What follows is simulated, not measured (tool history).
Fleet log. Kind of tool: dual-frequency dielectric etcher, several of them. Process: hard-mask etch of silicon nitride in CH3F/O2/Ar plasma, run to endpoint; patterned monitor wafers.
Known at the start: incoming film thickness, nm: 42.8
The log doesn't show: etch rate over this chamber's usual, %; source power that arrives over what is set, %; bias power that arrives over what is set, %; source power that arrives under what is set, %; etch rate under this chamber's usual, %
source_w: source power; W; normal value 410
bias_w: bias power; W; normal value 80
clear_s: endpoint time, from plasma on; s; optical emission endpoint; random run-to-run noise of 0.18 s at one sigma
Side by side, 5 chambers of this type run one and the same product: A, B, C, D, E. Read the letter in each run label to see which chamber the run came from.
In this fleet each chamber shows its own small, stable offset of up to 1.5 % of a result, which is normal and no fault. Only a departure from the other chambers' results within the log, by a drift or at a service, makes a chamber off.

run   hour  source_w  bias_w  hours since the last wet clean  hours since the last source power generator calibration  hours since the last bias power generator calibration  clear_s
 1C    8.8       410      80                           259.2                                                   1266.9                                                   1108   58.775
 2E   15.6       410      80                             356                                                   1534.8                                                   2214   59.042
 3D   20.6       410      80                            97.5                                                    683.1                                                 3364.2    59.28
 4B   30.8       410      80                           372.6                                                    733.7                                                  482.2   59.841
 5A   38.3       410      80                             463                                                    492.9                                                 3104.5   59.407
 6C   44.9       410      80                           295.3                                                     1303                                                 1144.1   58.807
 7E   53.8       410      80                           394.2                                                     1573                                                 2252.2   59.095
 8A   61.6       410      80                           486.3                                                    516.2                                                 3127.8   59.138
      62.1  -- chamber B: wet clean of the chamber
 9D     68       410      80                           144.9                                                    730.5                                                 3411.6   59.243
10B   76.9       410      80                            14.8                                                    779.8                                                  528.3    59.74
11A   83.1       410      80                           507.8                                                    537.7                                                 3149.3   58.936
12E   91.3       380      67                           431.7                                                   1610.5                                                 2289.7   64.317
      98.4  -- chamber A: bias power generator calibrated
13D   99.3       380      67                           176.2                                                    761.8                                                 3442.9   65.363
14B  105.4       380      67                            43.3                                                    808.3                                                  556.8   65.257
15C  116.1       380      67                           366.5                                                   1374.2                                                 1215.3   64.608
16A  121.8       380      67                           546.5                                                    576.4                                                   23.5   64.826
17B  131.2       460      63                            69.1                                                    834.1                                                  582.6   62.417
18E  141.2       460      63                           481.6                                                   1660.4                                                 2339.6   61.491
     148.1  -- chamber A: wet clean of the chamber
19D  148.5       460      63                           225.4                                                      811                                                 3492.1   61.724
20C  154.9       460      63                           405.3                                                     1413                                                 1254.1   61.015
21A  165.2       460      63                            17.2                                                    619.8                                                   66.9   61.234
22B  172.8       410      80                           110.7                                                    875.7                                                  624.2   60.083
23C  181.8       410      80                           432.2                                                   1439.9                                                   1281   58.988
     188.1  -- chamber C: wet clean of the chamber
24E  192.9       410      80                           533.3                                                   1712.1                                                 2391.3   60.077
25D  201.4       410      80                           278.3                                                    863.9                                                   3545   59.489
26D  208.1       410      80                             285                                                    870.6                                                 3551.7   59.475
27E  214.9       410      80                           555.3                                                   1734.1                                                 2413.3   59.639
28C  222.8       410      80                            34.8                                                   1480.9                                                   1322   58.873
29A    233       410      80                              85                                                    687.6                                                  134.7   59.192
30B  237.8       410      80                           175.7                                                    940.7                                                  689.2   59.606
31D  243.8       490      80                           320.7                                                    906.3                                                 3587.4   55.725
32E  252.9       490      80                           593.3                                                   1772.1                                                 2451.3   56.478
33C  260.9       490      80                            72.9                                                     1519                                                 1360.1   55.213
34B    271       490      80                           208.9                                                    973.9                                                  722.4   55.637
35A  281.4       490      80                           133.4                                                      736                                                  183.1   55.326
36A  292.2       330      99                           144.2                                                    746.8                                                  193.9   59.611
37D  297.9       330      99                           374.8                                                    960.4                                                 3641.5    59.58
38C    306       330      99                             118                                                   1564.1                                                 1405.2   59.404
39B  316.9       330      99                           254.8                                                   1019.8                                                  768.3   60.057
40E  322.7       330      99                           663.1                                                   1841.9                                                 2521.1   61.036
41A  331.7       410      80                           183.7                                                    786.3                                                  233.4   59.337
42C    340       410      80                             152                                                   1598.1                                                 1439.2   59.225

Is one chamber out of step, is the gauge drifting, or do the chambers differ by no more than their own small offsets? For an off chamber, give its letter and the likeliest cause.

It is chamber E that slowly wanders off from its peers.
Likeliest cause: etch rate under this chamber's usual, % = 3.69.

Which of the 4 candidates below, each the usual settings with something changed and its results left as question marks, puts chamber E back in line with what the other chambers give on the usual settings?
In line here means within this much of the mean the other chambers give on the usual settings: clear_s 0.65 s
43E-1  347.9       420      81                                                                                                                                                        ?
43E-2  347.9       400      79                                                                                                                                                        ?
43E-3  347.9       390      76                                                                                                                                                        ?
43E-4  347.9       410      87                                                                                                                                                        ?

Mean of the other chambers on the usual settings: clear_s 59.38 s
  run  clear_s
43E-1   60.558
43E-2   62.207
43E-3   63.647
43E-4   59.583
With 43E-4, the chamber falls back in line with the rest.
